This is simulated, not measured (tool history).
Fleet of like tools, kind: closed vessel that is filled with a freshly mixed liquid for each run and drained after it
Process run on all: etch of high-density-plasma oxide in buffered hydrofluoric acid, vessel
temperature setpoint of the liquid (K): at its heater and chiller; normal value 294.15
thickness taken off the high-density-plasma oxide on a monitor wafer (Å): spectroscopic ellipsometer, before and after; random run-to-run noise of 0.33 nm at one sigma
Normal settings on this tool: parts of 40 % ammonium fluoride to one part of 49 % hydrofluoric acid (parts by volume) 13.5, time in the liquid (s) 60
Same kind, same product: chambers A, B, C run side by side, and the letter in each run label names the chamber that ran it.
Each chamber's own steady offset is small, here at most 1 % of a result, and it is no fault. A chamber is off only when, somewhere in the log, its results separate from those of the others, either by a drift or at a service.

| run | hour | temperature setpoint of the liquid (K) | parts of 40 % ammonium fluoride to one part of 49 % hydrofluoric acid (parts by volume) | time in the liquid (s) | hours since the thermometer was replaced | hours since the hydrofluoric acid flow meter was replaced | read-back film thickness of the high-density-plasma oxide reference wafer, read on the same gauge (nm) | thickness taken off the high-density-plasma oxide on a monitor wafer (Å) |
|---|---|---|---|---|---|---|---|---|
| 1C | 10.9 | 294.15 | 13.5 | 60 | 1641.3 | 97.0 | 39.953 | 469.71 |
| 2B | 21.9 | 294.15 | 13.5 | 60 | 973.4 | 1114.0 | 40.026 | 467.61 |
| 3A | 32.9 | 294.15 | 13.5 | 60 | 475.6 | 704.0 | 40.000 | 473.72 |
| 4C | 41.8 | 294.15 | 13.5 | 60 | 1672.2 | 127.9 | 39.962 | 467.48 |
| 5A | 49.4 | 294.15 | 13.5 | 60 | 492.1 | 720.5 | 39.982 | 476.67 |
|  | 55.6 | chamber B: hydrofluoric acid flow meter replaced |
| 6B | 56.4 | 294.15 | 13.5 | 60 | 1007.9 | 0.8 | 39.966 | 470.01 |
| 7C | 63.1 | 294.15 | 13.5 | 60 | 1693.5 | 149.2 | 39.967 | 473.54 |
| 8B | 70.8 | 294.15 | 13.5 | 60 | 1022.3 | 15.2 | 40.011 | 464.90 |
| 9A | 76.8 | 294.15 | 13.5 | 80 | 519.5 | 747.9 | 39.997 | 642.87 |
| 10B | 88.2 | 294.15 | 13.5 | 80 | 1039.7 | 32.6 | 40.012 | 623.06 |
| 11C | 94.0 | 294.15 | 13.5 | 80 | 1724.4 | 180.1 | 39.973 | 631.22 |
| 12A | 103.5 | 294.15 | 13.5 | 60 | 546.2 | 774.6 | 39.916 | 492.12 |
| 13B | 112.0 | 294.15 | 13.5 | 60 | 1063.5 | 56.4 | 39.977 | 471.15 |
| 14C | 116.9 | 294.15 | 13.5 | 60 | 1747.3 | 203.0 | 39.952 | 468.08 |
|  | 122.7 | chamber A: hydrofluoric acid flow meter replaced |
| 15A | 123.9 | 294.15 | 13.5 | 60 | 566.6 | 1.2 | 40.021 | 488.19 |
| 16B | 131.3 | 294.15 | 18.5 | 75 | 1082.8 | 75.7 | 40.010 | 432.14 |
| 17C | 137.1 | 294.15 | 18.5 | 75 | 1767.5 | 223.2 | 40.037 | 432.76 |
| 18A | 145.4 | 294.15 | 18.5 | 75 | 588.1 | 22.7 | 39.988 | 449.93 |
| 19A | 150.5 | 294.15 | 13.5 | 60 | 593.2 | 27.8 | 40.002 | 501.23 |
| 20B | 160.7 | 294.15 | 13.5 | 60 | 1112.2 | 105.1 | 40.032 | 465.36 |
| 21C | 170.8 | 294.15 | 13.5 | 60 | 1801.2 | 256.9 | 40.025 | 470.34 |
| 22B | 176.5 | 294.15 | 13.5 | 60 | 1128.0 | 120.9 | 40.026 | 468.21 |
| 23C | 187.7 | 294.15 | 13.5 | 60 | 1818.1 | 273.8 | 39.972 | 470.26 |
| 24A | 198.2 | 294.15 | 13.5 | 60 | 640.9 | 75.5 | 40.059 | 510.67 |
| 25B | 203.6 | 294.15 | 13.5 | 60 | 1155.1 | 148.0 | 39.955 | 466.19 |
| 26A | 214.4 | 292.15 | 17.0 | 60 | 657.1 | 91.7 | 40.040 | 363.69 |
| 27C | 224.8 | 292.15 | 17.0 | 60 | 1855.2 | 310.9 | 39.970 | 334.45 |

Decide between three cases: one chamber stands off from its peers, the gauge reading all wafers drifts, or nothing is wrong past each chamber's small offset. Where a chamber is off, say which and what most likely put it there.

It is chamber A that slowly wanders off from its peers.
Cause: liquid hotter than its thermometer reads (K) = 1.43.

Here are 4 candidates for chamber A's next run, each the usual settings with a change, their results left as question marks. Which one brings its results back in line with what the others give on the usual settings?
In line means no further than this from the other chambers' mean on the usual settings: thickness taken off the high-density-plasma oxide on a monitor wafer (Å) 11.00
| 28A-1 | 232.9 | 290.65 | 13.5 | 60 |  |  |  | ? |
| 28A-2 | 232.9 | 294.15 | 13.5 | 55 |  |  |  | ? |
| 28A-3 | 232.9 | 294.15 | 13.5 | 65 |  |  |  | ? |
| 28A-4 | 232.9 | 294.65 | 13.5 | 70 |  |  |  | ? |

The other chambers' mean on the usual settings: thickness taken off the high-density-plasma oxide on a monitor wafer (Å) 470.39
| run | thickness taken off the high-density-plasma oxide on a monitor wafer (Å) |
|---|---|
| 28A-1 | 421.22 |
| 28A-2 | 470.71 |
| 28A-3 | 556.30 |
| 28A-4 | 616.15 |
The right change is 28A-2: it brings the chamber back within the allowed miss of the others.

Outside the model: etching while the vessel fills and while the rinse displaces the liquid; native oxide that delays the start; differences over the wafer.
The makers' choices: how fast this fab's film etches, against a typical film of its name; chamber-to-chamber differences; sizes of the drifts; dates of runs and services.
